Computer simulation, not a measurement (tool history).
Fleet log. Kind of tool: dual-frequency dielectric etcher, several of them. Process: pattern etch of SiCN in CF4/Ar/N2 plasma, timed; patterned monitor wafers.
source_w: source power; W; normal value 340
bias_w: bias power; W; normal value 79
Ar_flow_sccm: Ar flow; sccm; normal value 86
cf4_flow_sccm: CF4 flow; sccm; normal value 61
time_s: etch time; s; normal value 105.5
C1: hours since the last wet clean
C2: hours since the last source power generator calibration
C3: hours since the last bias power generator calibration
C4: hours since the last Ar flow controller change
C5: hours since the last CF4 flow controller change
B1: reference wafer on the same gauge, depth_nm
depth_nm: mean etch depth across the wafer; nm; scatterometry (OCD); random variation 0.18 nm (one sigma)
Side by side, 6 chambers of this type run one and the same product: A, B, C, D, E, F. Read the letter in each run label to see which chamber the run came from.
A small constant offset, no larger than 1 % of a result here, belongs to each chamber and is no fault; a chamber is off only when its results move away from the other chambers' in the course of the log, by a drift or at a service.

Run 1B, hour 3.2: usual settings; C1 268.2; C2 928.9; C3 2696.5; C4 2121.7; C5 1792.1; B1 85.054. Result: depth_nm 73.104 nm.
Run 2A, hour 7.5: usual settings; C1 202.4; C2 3178.8; C3 3349.7; C4 4016.4; C5 2320.3; B1 84.952. Result: depth_nm 73.122 nm.
At hour 9.7: chamber D: wet clean of the chamber.
Run 3C, hour 11.9: usual settings; C1 594; C2 1518; C3 1275; C4 291.7; C5 630.9; B1 84.975. Result: depth_nm 74.055 nm.
Run 4E, hour 14.2: usual settings; C1 75; C2 1153.8; C3 221.5; C4 1036.3; C5 657.5; B1 84.967. Result: depth_nm 72.888 nm.
Run 5F, hour 17.1: usual settings; C1 416.4; C2 478.6; C3 1344.4; C4 1111.7; C5 1153.2; B1 85.032. Result: depth_nm 73.616 nm.
Run 6D, hour 21.1: usual settings; C1 11.5; C2 912.7; C3 535.2; C4 1206.6; C5 4473.8; B1 85.03. Result: depth_nm 73.417 nm.
Run 7A, hour 23.4: usual settings; C1 218.3; C2 3194.7; C3 3365.6; C4 4032.3; C5 2336.2; B1 85.019. Result: depth_nm 73.406 nm.
Run 8C, hour 27.5: usual settings; C1 609.6; C2 1533.6; C3 1290.6; C4 307.3; C5 646.5; B1 85. Result: depth_nm 74.111 nm.
Run 9B, hour 30.4: usual settings; C1 295.4; C2 956.1; C3 2723.7; C4 2148.9; C5 1819.3; B1 84.988. Result: depth_nm 73.038 nm.
Run 10F, hour 34.8: usual settings; C1 434.1; C2 496.3; C3 1362.1; C4 1129.4; C5 1170.9; B1 85.01. Result: depth_nm 73.79 nm.
Run 11E, hour 38.2: usual settings; C1 99; C2 1177.8; C3 245.5; C4 1060.3; C5 681.5; B1 84.961. Result: depth_nm 73.106 nm.
Run 12D, hour 40.9: usual settings; C1 31.3; C2 932.5; C3 555; C4 1226.4; C5 4493.6; B1 85.01. Result: depth_nm 73.473 nm.
Run 13D, hour 43.1: usual settings; C1 33.5; C2 934.7; C3 557.2; C4 1228.6; C5 4495.8; B1 85.006. Result: depth_nm 73.722 nm.
Run 14A, hour 47.8: usual settings; C1 242.7; C2 3219.1; C3 3390; C4 4056.7; C5 2360.6; B1 85.043. Result: depth_nm 72.861 nm.
Run 15E, hour 52.6: usual settings; C1 113.4; C2 1192.2; C3 259.9; C4 1074.7; C5 695.9; B1 84.995. Result: depth_nm 73.105 nm.
Run 16F, hour 55.6: usual settings; C1 454.9; C2 517.1; C3 1382.9; C4 1150.2; C5 1191.7; B1 84.996. Result: depth_nm 73.806 nm.
Run 17C, hour 58.5: usual settings; C1 640.6; C2 1564.6; C3 1321.6; C4 338.3; C5 677.5; B1 84.956. Result: depth_nm 73.965 nm.
Run 18B, hour 62.6: usual settings; C1 327.6; C2 988.3; C3 2755.9; C4 2181.1; C5 1851.5; B1 85.02. Result: depth_nm 73.257 nm.
Run 19D, hour 65.6: usual settings; C1 56; C2 957.2; C3 579.7; C4 1251.1; C5 4518.3; B1 85.016. Result: depth_nm 73.444 nm.
Run 20E, hour 69.4: usual settings; C1 130.2; C2 1209; C3 276.7; C4 1091.5; C5 712.7; B1 84.93. Result: depth_nm 73.155 nm.
At hour 71.2: chamber C: wet clean of the chamber.
Run 21B, hour 71.6: usual settings; C1 336.6; C2 997.3; C3 2764.9; C4 2190.1; C5 1860.5; B1 85.003. Result: depth_nm 73.137 nm.
Run 22F, hour 75.4: usual settings; C1 474.7; C2 536.9; C3 1402.7; C4 1170; C5 1211.5; B1 85.008. Result: depth_nm 73.689 nm.
Run 23A, hour 79.5: usual settings; C1 274.4; C2 3250.8; C3 3421.7; C4 4088.4; C5 2392.3; B1 85.003. Result: depth_nm 72.762 nm.
Run 24C, hour 84: usual settings; C1 12.9; C2 1590.1; C3 1347.1; C4 363.8; C5 703; B1 85.003. Result: depth_nm 74.008 nm.
Run 25C, hour 88.1: usual settings; C1 17; C2 1594.2; C3 1351.2; C4 367.9; C5 707.1; B1 84.999. Result: depth_nm 73.916 nm.
Run 26B, hour 91.5: usual settings; C1 356.5; C2 1017.2; C3 2784.8; C4 2210; C5 1880.4; B1 84.977. Result: depth_nm 73.073 nm.
Run 27E, hour 95.1: usual settings; C1 155.9; C2 1234.7; C3 302.4; C4 1117.2; C5 738.4; B1 85.001. Result: depth_nm 73.163 nm.
Run 28A, hour 99.2: usual settings; C1 294.1; C2 3270.5; C3 3441.4; C4 4108.1; C5 2412; B1 85.05. Result: depth_nm 73.357 nm.
Run 29D, hour 103.4: usual settings; C1 93.8; C2 995; C3 617.5; C4 1288.9; C5 4556.1; B1 85.049. Result: depth_nm 73.714 nm.
Run 30F, hour 108: usual settings; C1 507.3; C2 569.5; C3 1435.3; C4 1202.6; C5 1244.1; B1 84.983. Result: depth_nm 73.674 nm.
Run 31F, hour 112.5: usual settings; C1 511.8; C2 574; C3 1439.8; C4 1207.1; C5 1248.6; B1 85.047. Result: depth_nm 73.003 nm.
Run 32E, hour 115.1: usual settings; C1 175.9; C2 1254.7; C3 322.4; C4 1137.2; C5 758.4; B1 84.976. Result: depth_nm 73.373 nm.
Run 33B, hour 119: usual settings but bias_w 95 W, time_s 135.5 s; C1 384; C2 1044.7; C3 2812.3; C4 2237.5; C5 1907.9; B1 85.004. Result: depth_nm 100.47 nm.
Run 34A, hour 123.1: usual settings but bias_w 95 W, time_s 135.5 s; C1 318; C2 3294.4; C3 3465.3; C4 4132; C5 2435.9; B1 84.986. Result: depth_nm 100.37 nm.
Run 35D, hour 125.3: usual settings but bias_w 95 W, time_s 135.5 s; C1 115.7; C2 1016.9; C3 639.4; C4 1310.8; C5 4578; B1 85.033. Result: depth_nm 100.92 nm.
Run 36C, hour 129.5: usual settings but bias_w 95 W, time_s 135.5 s; C1 58.4; C2 1635.6; C3 1392.6; C4 409.3; C5 748.5; B1 85. Result: depth_nm 101.46 nm.
Run 37D, hour 131.9: usual settings but bias_w 95 W, time_s 135.5 s; C1 122.3; C2 1023.5; C3 646; C4 1317.4; C5 4584.6; B1 85.013. Result: depth_nm 100.95 nm.
Run 38A, hour 134.6: usual settings but bias_w 95 W, time_s 135.5 s; C1 329.5; C2 3305.9; C3 3476.8; C4 4143.5; C5 2447.4; B1 84.988. Result: depth_nm 100.31 nm.
Run 39C, hour 137.7: usual settings; C1 66.6; C2 1643.8; C3 1400.8; C4 417.5; C5 756.7; B1 84.993. Result: depth_nm 73.823 nm.
Run 40B, hour 141.8: usual settings; C1 406.8; C2 1067.5; C3 2835.1; C4 2260.3; C5 1930.7; B1 84.921. Result: depth_nm 73.321 nm.
Run 41E, hour 145.8: usual settings; C1 206.6; C2 1285.4; C3 353.1; C4 1167.9; C5 789.1; B1 84.932. Result: depth_nm 73.256 nm.

One chamber off, gauge drift, or nothing amiss beyond the chambers' own small offsets? If it is a chamber, which one, and what is the likeliest cause?

Beyond each chamber's small constant offset nothing stands out, and the gauge stays steady.
